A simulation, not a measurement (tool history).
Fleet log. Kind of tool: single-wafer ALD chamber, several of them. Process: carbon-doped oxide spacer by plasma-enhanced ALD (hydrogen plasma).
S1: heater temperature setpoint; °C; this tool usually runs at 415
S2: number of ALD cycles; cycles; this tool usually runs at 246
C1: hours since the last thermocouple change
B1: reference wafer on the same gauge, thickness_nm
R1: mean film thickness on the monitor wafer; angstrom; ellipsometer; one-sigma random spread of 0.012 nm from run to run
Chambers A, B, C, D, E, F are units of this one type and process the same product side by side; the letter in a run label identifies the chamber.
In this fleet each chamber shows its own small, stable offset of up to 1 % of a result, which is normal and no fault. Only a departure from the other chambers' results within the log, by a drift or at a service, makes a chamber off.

{"run": "1D", "hour": 5.9, "S1": 415, "S2": 246, "C1": 732, "B1": 13.002, "R1": 117.9}
{"run": "2B", "hour": 13.4, "S1": 415, "S2": 246, "C1": 1060.1, "B1": 13.005, "R1": 117.82}
{"run": "3E", "hour": 20.9, "S1": 415, "S2": 246, "C1": 1007.4, "B1": 13.001, "R1": 117.59}
{"run": "4F", "hour": 29.9, "S1": 415, "S2": 246, "C1": 112.8, "B1": 13.003, "R1": 117.91}
{"run": "5A", "hour": 37.2, "S1": 415, "S2": 246, "C1": 1721.8, "B1": 13.004, "R1": 116.72}
{"run": "6C", "hour": 49.3, "S1": 415, "S2": 246, "C1": 360.2, "B1": 13.009, "R1": 117.25}
{"run": "7B", "hour": 59.0, "S1": 415, "S2": 246, "C1": 1105.7, "B1": 13.009, "R1": 117.7}
{"run": "8C", "hour": 68.7, "S1": 415, "S2": 246, "C1": 379.6, "B1": 13.009, "R1": 117.23}
{"run": "9F", "hour": 75.9, "S1": 415, "S2": 246, "C1": 158.8, "B1": 13.013, "R1": 117.9}
{"run": "10D", "hour": 81.9, "S1": 415, "S2": 246, "C1": 808, "B1": 13.012, "R1": 118.1}
{"run": "11E", "hour": 89.7, "S1": 415, "S2": 246, "C1": 1076.2, "B1": 13.013, "R1": 117.38}
{"run": "12A", "hour": 102.0, "S1": 415, "S2": 265, "C1": 1786.6, "B1": 13.013, "R1": 125.79}
{"run": "13B", "hour": 111.4, "S1": 415, "S2": 265, "C1": 1158.1, "B1": 13.018, "R1": 126.69}
{"run": "14E", "hour": 118.3, "S1": 415, "S2": 265, "C1": 1104.8, "B1": 13.02, "R1": 126.66}
{"run": "15F", "hour": 128.4, "S1": 415, "S2": 265, "C1": 211.3, "B1": 13.022, "R1": 126.98}
{"run": "16A", "hour": 134.2, "S1": 415, "S2": 265, "C1": 1818.8, "B1": 13.022, "R1": 125.86}
{"run": "17C", "hour": 145.4, "S1": 415, "S2": 265, "C1": 456.3, "B1": 13.021, "R1": 126.48}
{"run": "18D", "hour": 153.2, "S1": 415, "S2": 246, "C1": 879.3, "B1": 13.022, "R1": 117.97}
{"run": "19B", "hour": 160.7, "S1": 415, "S2": 246, "C1": 1207.4, "B1": 13.029, "R1": 117.91}
{"run": "20E", "hour": 169.9, "S1": 415, "S2": 246, "C1": 1156.4, "B1": 13.026, "R1": 117.64}
{"run": "21F", "hour": 181.1, "S1": 415, "S2": 246, "C1": 264, "B1": 13.03, "R1": 118.11}
{"run": "22D", "hour": 191.7, "S1": 415, "S2": 246, "C1": 917.8, "B1": 13.025, "R1": 117.94}
{"run": "23C", "hour": 202.4, "S1": 404, "S2": 246, "C1": 513.3, "B1": 13.032, "R1": 121.77}
{"run": "24A", "hour": 213.0, "S1": 404, "S2": 246, "C1": 1897.6, "B1": 13.036, "R1": 121.11}
{"run": "25D", "hour": 223.2, "S1": 404, "S2": 246, "C1": 949.3, "B1": 13.033, "R1": 122.21}
{"run": "26A", "hour": 229.6, "S1": 404, "S2": 246, "C1": 1914.2, "B1": 13.038, "R1": 121.24}
{"run": "27E", "hour": 240.0, "S1": 404, "S2": 246, "C1": 1226.5, "B1": 13.039, "R1": 121.75}
{"run": "28C", "hour": 249.4, "S1": 404, "S2": 246, "C1": 560.3, "B1": 13.037, "R1": 121.7}
{"run": "29B", "hour": 256.6, "S1": 405, "S2": 222, "C1": 1303.3, "B1": 13.037, "R1": 109.88}
{"run": "30F", "hour": 267.2, "S1": 405, "S2": 222, "C1": 350.1, "B1": 13.046, "R1": 109.96}
{"run": "31D", "hour": 276.4, "S1": 405, "S2": 222, "C1": 1002.5, "B1": 13.043, "R1": 109.95}
{"run": "32E", "hour": 288.8, "S1": 405, "S2": 222, "C1": 1275.3, "B1": 13.046, "R1": 109.76}
{"run": "33A", "hour": 299.0, "S1": 405, "S2": 222, "C1": 1983.6, "B1": 13.048, "R1": 108.94}
{"run": "34F", "hour": 304.7, "S1": 405, "S2": 222, "C1": 387.6, "B1": 13.049, "R1": 110.1}
{"run": "35B", "hour": 316.9, "S1": 415, "S2": 246, "C1": 1363.6, "B1": 13.048, "R1": 117.96}
{"run": "36C", "hour": 326.7, "S1": 420, "S2": 202, "C1": 637.6, "B1": 13.051, "R1": 95.109}
{"run": "37B", "hour": 334.1, "S1": 420, "S2": 202, "C1": 1380.8, "B1": 13.054, "R1": 95.507}
{"run": "38E", "hour": 340.7, "S1": 420, "S2": 202, "C1": 1327.2, "B1": 13.051, "R1": 95.232}
{"run": "39F", "hour": 352.5, "S1": 420, "S2": 202, "C1": 435.4, "B1": 13.054, "R1": 95.582}

Which is it: a chamber that has drifted or been left off by a service, a gauge drift common to all chambers, or only each chamber's usual small offset? If a chamber is off, name it and its likeliest cause.

No chamber is off; the gauge reading every chamber's wafers drifts, which makes the whole fleet appear to move together.
Cause: gauge reads high (%) = 0.43.
